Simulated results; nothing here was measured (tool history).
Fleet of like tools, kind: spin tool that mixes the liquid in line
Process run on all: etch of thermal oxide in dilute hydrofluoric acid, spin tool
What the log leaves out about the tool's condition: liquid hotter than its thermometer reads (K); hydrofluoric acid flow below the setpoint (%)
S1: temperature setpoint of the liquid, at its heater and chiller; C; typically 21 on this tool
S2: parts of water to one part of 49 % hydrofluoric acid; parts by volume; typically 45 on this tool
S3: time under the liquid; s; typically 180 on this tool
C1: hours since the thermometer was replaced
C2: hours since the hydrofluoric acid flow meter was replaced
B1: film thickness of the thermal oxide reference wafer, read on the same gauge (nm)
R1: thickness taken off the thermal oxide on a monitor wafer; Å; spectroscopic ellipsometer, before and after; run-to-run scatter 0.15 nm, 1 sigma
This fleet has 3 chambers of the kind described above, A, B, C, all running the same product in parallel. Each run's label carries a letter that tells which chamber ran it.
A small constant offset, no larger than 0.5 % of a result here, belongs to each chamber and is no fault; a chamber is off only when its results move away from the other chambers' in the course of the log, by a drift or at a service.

| run | day | S1 | S2 | S3 | C1 | C2 | B1 | R1 |
|---|---|---|---|---|---|---|---|---|
| 1A | 0.392 | 21 | 45 | 180 | 263.6 | 585.5 | 49.980 | 173.26 |
| 2B | 0.833 | 21 | 45 | 180 | 518.1 | 422.3 | 49.994 | 174.22 |
|  | 0.854 | chamber A: hydrofluoric acid flow meter replaced |
| 3C | 1.188 | 21 | 45 | 180 | 2256.0 | 567.7 | 50.049 | 172.31 |
| 4C | 1.767 | 21 | 45 | 180 | 2269.9 | 581.6 | 49.975 | 174.64 |
| 5A | 2.375 | 17 | 30 | 180 | 311.2 | 36.6 | 49.964 | 226.48 |
| 6B | 2.908 | 17 | 30 | 180 | 567.9 | 472.1 | 49.994 | 223.58 |
| 7C | 3.371 | 17 | 30 | 180 | 2308.4 | 620.1 | 49.993 | 223.05 |
| 8A | 3.679 | 21 | 45 | 180 | 342.5 | 67.9 | 50.036 | 173.46 |
| 9B | 4.283 | 21 | 45 | 180 | 600.9 | 505.1 | 50.018 | 173.64 |
| 10C | 4.692 | 21 | 45 | 180 | 2340.1 | 651.8 | 49.969 | 174.02 |
| 11B | 5.162 | 21 | 45 | 180 | 622.0 | 526.2 | 50.008 | 173.63 |
| 12A | 5.688 | 21 | 45 | 180 | 390.7 | 116.1 | 50.035 | 172.96 |
| 13B | 5.988 | 21 | 45 | 180 | 641.8 | 546.0 | 49.998 | 175.86 |
| 14C | 6.521 | 17 | 55 | 180 | 2384.0 | 695.7 | 49.994 | 118.72 |
| 15A | 6.950 | 17 | 55 | 180 | 421.0 | 146.4 | 50.021 | 118.04 |
| 16C | 7.250 | 17 | 55 | 180 | 2401.5 | 713.2 | 49.982 | 118.08 |
|  | 7.717 | chamber B: thermometer replaced |
| 17A | 7.812 | 21 | 45 | 180 | 441.7 | 167.1 | 50.019 | 173.60 |
| 18B | 8.242 | 21 | 65 | 180 | 12.6 | 600.1 | 49.956 | 117.51 |
| 19A | 8.596 | 21 | 65 | 180 | 460.5 | 185.9 | 50.008 | 116.83 |
| 20B | 9.054 | 21 | 65 | 180 | 32.1 | 619.6 | 49.978 | 116.37 |

One chamber off, gauge drift, or nothing amiss beyond the chambers' own small offsets? If it is a chamber, which one, and what is the likeliest cause?

Neither any chamber nor the gauge drifts; the chambers differ only by their own small, steady offsets.
